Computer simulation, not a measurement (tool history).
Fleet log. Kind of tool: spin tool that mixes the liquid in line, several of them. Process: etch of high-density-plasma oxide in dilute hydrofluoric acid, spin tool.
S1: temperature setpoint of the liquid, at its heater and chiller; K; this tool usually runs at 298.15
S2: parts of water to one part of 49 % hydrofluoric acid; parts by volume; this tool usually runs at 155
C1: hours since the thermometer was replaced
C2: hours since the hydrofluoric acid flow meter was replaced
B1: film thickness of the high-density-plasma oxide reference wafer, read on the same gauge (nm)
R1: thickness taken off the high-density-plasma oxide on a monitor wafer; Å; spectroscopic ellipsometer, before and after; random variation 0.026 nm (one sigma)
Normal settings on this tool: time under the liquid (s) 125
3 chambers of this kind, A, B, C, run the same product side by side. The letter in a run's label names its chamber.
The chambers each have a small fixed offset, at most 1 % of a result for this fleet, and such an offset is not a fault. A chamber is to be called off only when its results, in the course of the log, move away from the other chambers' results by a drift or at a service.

{"run": "1A", "hour": 7.6, "S1": 298.15, "S2": 155, "time under the liquid (s)": 125, "C1": 444.8, "C2": 654.6, "B1": 99.991, "R1": 54.993}
{"run": "2C", "hour": 18.0, "S1": 298.15, "S2": 155, "time under the liquid (s)": 125, "C1": 273.6, "C2": 361.8, "B1": 99.971, "R1": 54.327}
{"run": "3B", "hour": 32.3, "S1": 298.15, "S2": 155, "time under the liquid (s)": 125, "C1": 1150.4, "C2": 626.1, "B1": 99.984, "R1": 53.44}
{"run": "4B", "hour": 43.0, "S1": 298.15, "S2": 155, "time under the liquid (s)": 125, "C1": 1161.1, "C2": 636.8, "B1": 99.994, "R1": 53.952}
{"run": "5C", "hour": 56.7, "S1": 298.15, "S2": 155, "time under the liquid (s)": 125, "C1": 312.3, "C2": 400.5, "B1": 99.996, "R1": 54.184}
{"run": "6A", "hour": 68.9, "S1": 298.15, "S2": 155, "time under the liquid (s)": 125, "C1": 506.1, "C2": 715.9, "B1": 99.993, "R1": 54.885}
{"run": "7B", "hour": 81.0, "S1": 298.15, "S2": 155, "time under the liquid (s)": 125, "C1": 1199.1, "C2": 674.8, "B1": 99.971, "R1": 53.876}
{"run": "8A", "hour": 92.7, "S1": 298.15, "S2": 105, "time under the liquid (s)": 170, "C1": 529.9, "C2": 739.7, "B1": 99.999, "R1": 117.89}
{"run": "9C", "hour": 107.4, "S1": 298.15, "S2": 105, "time under the liquid (s)": 170, "C1": 363.0, "C2": 451.2, "B1": 100.02, "R1": 114.32}
{"run": "10C", "hour": 118.3, "S1": 298.15, "S2": 105, "time under the liquid (s)": 170, "C1": 373.9, "C2": 462.1, "B1": 99.978, "R1": 113.92}
{"run": "11B", "hour": 125.3, "S1": 298.15, "S2": 155, "time under the liquid (s)": 125, "C1": 1243.4, "C2": 719.1, "B1": 100.02, "R1": 53.847}
{"run": "12A", "hour": 134.6, "S1": 298.15, "S2": 155, "time under the liquid (s)": 125, "C1": 571.8, "C2": 781.6, "B1": 100.02, "R1": 54.595}
{"run": "13A", "hour": 148.9, "S1": 302.15, "S2": 155, "time under the liquid (s)": 150, "C1": 586.1, "C2": 795.9, "B1": 100.02, "R1": 76.424}
{"run": "14B", "hour": 160.1, "S1": 302.15, "S2": 155, "time under the liquid (s)": 150, "C1": 1278.2, "C2": 753.9, "B1": 100.0, "R1": 75.661}
{"run": "15C", "hour": 171.3, "S1": 302.15, "S2": 155, "time under the liquid (s)": 150, "C1": 426.9, "C2": 515.1, "B1": 100.0, "R1": 73.927}
{"run": "16B", "hour": 181.5, "S1": 298.15, "S2": 155, "time under the liquid (s)": 125, "C1": 1299.6, "C2": 775.3, "B1": 99.993, "R1": 54.08}
{"run": "17A", "hour": 197.2, "S1": 296.65, "S2": 115, "time under the liquid (s)": 125, "C1": 634.4, "C2": 844.2, "B1": 99.987, "R1": 72.744}
{"run": "18C", "hour": 208.8, "S1": 296.65, "S2": 115, "time under the liquid (s)": 125, "C1": 464.4, "C2": 552.6, "B1": 99.999, "R1": 69.686}
{"run": "19B", "hour": 218.2, "S1": 296.65, "S2": 115, "time under the liquid (s)": 125, "C1": 1336.3, "C2": 812.0, "B1": 100.02, "R1": 71.673}
{"run": "20C", "hour": 226.5, "S1": 298.15, "S2": 155, "time under the liquid (s)": 125, "C1": 482.1, "C2": 570.3, "B1": 99.982, "R1": 52.832}
{"run": "21A", "hour": 239.3, "S1": 298.15, "S2": 155, "time under the liquid (s)": 125, "C1": 676.5, "C2": 886.3, "B1": 100.03, "R1": 54.627}
{"hour": 239.4, "done": "chamber A: hydrofluoric acid flow meter replaced"}
{"run": "22A", "hour": 255.1, "S1": 298.15, "S2": 155, "time under the liquid (s)": 125, "C1": 692.3, "C2": 15.7, "B1": 100.02, "R1": 54.837}

Each of the 3 chambers runs these same settings next. Fill in every chamber's results:
{"run": "23A", "hour": 266.5, "S1": 298.15, "S2": 155, "time under the liquid (s)": 165, "R1": "?"}
{"run": "23B", "hour": 266.5, "S1": 298.15, "S2": 155, "time under the liquid (s)": 165, "R1": "?"}
{"run": "23C", "hour": 266.5, "S1": 298.15, "S2": 155, "time under the liquid (s)": 165, "R1": "?"}

run=23A R1=72.790
run=23B R1=71.188
run=23C R1=69.059
